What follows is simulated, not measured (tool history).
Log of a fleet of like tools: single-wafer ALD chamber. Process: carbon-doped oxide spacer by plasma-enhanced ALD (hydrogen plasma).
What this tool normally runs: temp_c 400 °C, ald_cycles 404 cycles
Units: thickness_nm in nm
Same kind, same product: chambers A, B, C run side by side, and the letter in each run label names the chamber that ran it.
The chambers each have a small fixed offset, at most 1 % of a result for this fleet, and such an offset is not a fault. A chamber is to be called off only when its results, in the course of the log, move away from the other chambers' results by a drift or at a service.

| run | hour | temp_c | ald_cycles | hours since the last thermocouple change | read-back reference wafer on the same gauge, thickness_nm | thickness_nm |
|---|---|---|---|---|---|---|
| 1C | 12.4 | 400 | 404 | 1269.1 | 17.189 | 20.190 |
| 2A | 21.0 | 400 | 404 | 808.3 | 17.194 | 20.158 |
| 3B | 32.8 | 400 | 404 | 1394.5 | 17.186 | 20.282 |
| 4C | 43.8 | 400 | 404 | 1300.5 | 17.192 | 20.206 |
| 5B | 57.5 | 400 | 404 | 1419.2 | 17.186 | 20.260 |
| 6A | 64.5 | 400 | 404 | 851.8 | 17.183 | 20.163 |
| 7A | 75.8 | 400 | 404 | 863.1 | 17.173 | 20.144 |
| 8C | 90.5 | 400 | 404 | 1347.2 | 17.175 | 20.225 |
| 9B | 98.6 | 400 | 404 | 1460.3 | 17.162 | 20.299 |
| 10A | 108.3 | 400 | 404 | 895.6 | 17.167 | 20.093 |
| 11C | 117.2 | 400 | 404 | 1373.9 | 17.162 | 20.207 |
| 12B | 124.4 | 400 | 404 | 1486.1 | 17.160 | 20.278 |
| 13B | 133.6 | 400 | 404 | 1495.3 | 17.154 | 20.280 |
| 14A | 142.8 | 392 | 436 | 930.1 | 17.150 | 21.715 |
| 15C | 150.9 | 392 | 436 | 1407.6 | 17.152 | 21.774 |
| 16B | 159.1 | 392 | 436 | 1520.8 | 17.145 | 21.928 |
| 17C | 171.8 | 400 | 471 | 1428.5 | 17.144 | 23.535 |
| 18A | 184.8 | 400 | 471 | 972.1 | 17.139 | 23.429 |
| 19C | 192.7 | 400 | 471 | 1449.4 | 17.139 | 23.521 |
| 20A | 207.7 | 400 | 404 | 995.0 | 17.138 | 20.131 |
| 21B | 217.6 | 386 | 349 | 1579.3 | 17.124 | 17.499 |
| 22B | 231.3 | 386 | 349 | 1593.0 | 17.126 | 17.424 |
| 23C | 243.1 | 386 | 349 | 1499.8 | 17.120 | 17.370 |
| 24A | 258.4 | 400 | 404 | 1045.7 | 17.120 | 20.072 |
| 25B | 268.0 | 400 | 404 | 1629.7 | 17.115 | 20.194 |
| 26A | 275.9 | 400 | 434 | 1063.2 | 17.111 | 21.570 |

Is one chamber out of step, is the gauge drifting, or do the chambers differ by no more than their own small offsets? For an off chamber, give its letter and the likeliest cause.

The gauge drifts, so all chambers seem to drift together. No chamber is off.
Cause: gauge reads low (%) = 0.543.

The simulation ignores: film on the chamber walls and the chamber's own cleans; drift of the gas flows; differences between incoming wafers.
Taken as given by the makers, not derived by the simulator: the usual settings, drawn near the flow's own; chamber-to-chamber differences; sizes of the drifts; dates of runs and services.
